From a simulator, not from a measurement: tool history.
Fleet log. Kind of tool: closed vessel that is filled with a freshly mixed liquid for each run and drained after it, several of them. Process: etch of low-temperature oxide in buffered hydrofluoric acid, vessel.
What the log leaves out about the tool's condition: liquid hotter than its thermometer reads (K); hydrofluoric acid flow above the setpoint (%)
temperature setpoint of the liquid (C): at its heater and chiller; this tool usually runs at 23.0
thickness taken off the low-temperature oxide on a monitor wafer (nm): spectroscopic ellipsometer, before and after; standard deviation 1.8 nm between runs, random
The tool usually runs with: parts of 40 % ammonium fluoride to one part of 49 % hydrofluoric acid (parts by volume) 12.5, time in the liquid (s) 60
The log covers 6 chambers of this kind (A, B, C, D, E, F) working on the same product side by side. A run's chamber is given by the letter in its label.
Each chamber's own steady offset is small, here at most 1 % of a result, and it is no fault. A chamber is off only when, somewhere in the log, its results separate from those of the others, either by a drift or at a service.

run	hour	temperature setpoint of the liquid (C)	parts of 40 % ammonium fluoride to one part of 49 % hydrofluoric acid (parts by volume)	time in the liquid (s)	hours since the thermometer was replaced	hours since the hydrofluoric acid flow meter was replaced	read-back film thickness of the low-temperature oxide reference wafer, read on the same gauge (nm)	thickness taken off the low-temperature oxide on a monitor wafer (nm)
1A	11.6	23.0	12.5	60	194.1	591.9	29.980	242.87
2D	18.8	23.0	12.5	60	342.5	843.7	29.986	242.97
3E	29.7	23.0	12.5	60	346.5	1574.9	30.001	245.68
4F	35.8	23.0	12.5	60	247.1	68.9	29.967	241.10
5C	42.7	23.0	12.5	60	1553.8	1540.2	29.986	240.91
6B	53.5	23.0	12.5	60	210.2	627.9	30.017	240.96
7E	62.1	23.0	12.5	60	378.9	1607.3	29.985	248.20
8A	68.3	23.0	12.5	60	250.8	648.6	30.016	241.80
9F	78.8	23.0	12.5	60	290.1	111.9	29.975	239.15
10C	89.9	23.0	12.5	60	1601.0	1587.4	29.981	242.89
11B	101.2	23.0	12.5	60	257.9	675.6	29.988	245.67
12D	111.7	23.0	12.5	60	435.4	936.6	29.996	244.59
13D	121.3	23.0	12.5	60	445.0	946.2	29.989	241.64
# hour 123.4: chamber C: thermometer replaced
14C	132.9	25.5	14.5	60	9.5	1630.4	30.005	242.18
15B	143.8	25.5	14.5	60	300.5	718.2	29.979	244.96
16A	152.9	25.5	14.5	60	335.4	733.2	29.987	242.07
# hour 161.7: chamber C: hydrofluoric acid flow meter replaced
17F	163.4	25.5	14.5	60	374.7	196.5	30.006	238.41
18E	173.8	25.5	14.5	60	490.6	1719.0	29.993	241.90
19A	181.0	25.5	14.5	60	363.5	761.3	29.980	239.96
20C	188.7	23.0	12.5	60	65.3	27.1	29.966	241.80
21B	194.8	23.0	12.5	60	351.5	769.2	30.023	242.36
22D	206.0	23.0	12.5	60	529.7	1030.9	30.015	244.79
23E	217.9	23.0	12.5	60	534.7	1763.1	29.999	245.26
# hour 222.9: chamber D: thermometer replaced
24F	228.8	23.0	12.5	60	440.1	261.9	29.967	241.50
# hour 233.7: chamber E: thermometer replaced
25C	238.1	20.5	15.5	60	114.7	76.5	30.008	170.58
26F	248.3	20.5	15.5	60	459.6	281.4	30.024	170.72
27B	257.2	20.5	15.5	60	413.9	831.6	29.969	171.91
28E	267.9	20.5	15.5	60	34.3	1813.1	30.008	173.34
29A	279.0	20.5	15.5	60	461.5	859.3	29.952	179.29
30D	291.1	20.5	15.5	60	68.2	1116.0	29.995	168.51
31F	299.9	23.0	12.5	60	511.2	333.0	30.030	238.37
32D	310.3	23.0	12.5	60	87.4	1135.2	30.012	241.65
33C	321.5	23.0	12.5	60	198.1	159.9	30.015	242.25
34E	332.3	23.0	12.5	60	98.7	1877.5	29.995	245.90
35B	344.0	25.5	14.5	60	500.7	918.4	29.988	243.72
36A	351.7	25.5	14.5	60	534.2	932.0	30.002	257.92
37E	358.4	25.5	14.5	60	124.8	1903.6	29.992	240.60
38A	369.2	25.5	14.5	60	551.7	949.5	29.988	260.82
39D	377.3	25.5	14.5	60	154.4	1202.2	30.004	241.10
40F	383.6	25.5	14.5	60	594.9	416.7	30.005	237.72
41C	390.1	23.0	12.5	60	266.7	228.5	29.987	240.85
42B	401.3	23.0	12.5	60	558.0	975.7	30.019	245.53
43F	409.9	23.0	12.5	60	621.2	443.0	29.967	243.11

The same settings go to every chamber for the next run, one line per chamber below. Forecast the results for each:
44A	418.7	23.0	12.5	40				?
44B	418.7	23.0	12.5	40				?
44C	418.7	23.0	12.5	40				?
44D	418.7	23.0	12.5	40				?
44E	418.7	23.0	12.5	40				?
44F	418.7	23.0	12.5	40				?

run	thickness taken off the low-temperature oxide on a monitor wafer (nm)
44A	178.54
44B	163.60
44C	160.80
44D	162.14
44E	162.62
44F	161.12

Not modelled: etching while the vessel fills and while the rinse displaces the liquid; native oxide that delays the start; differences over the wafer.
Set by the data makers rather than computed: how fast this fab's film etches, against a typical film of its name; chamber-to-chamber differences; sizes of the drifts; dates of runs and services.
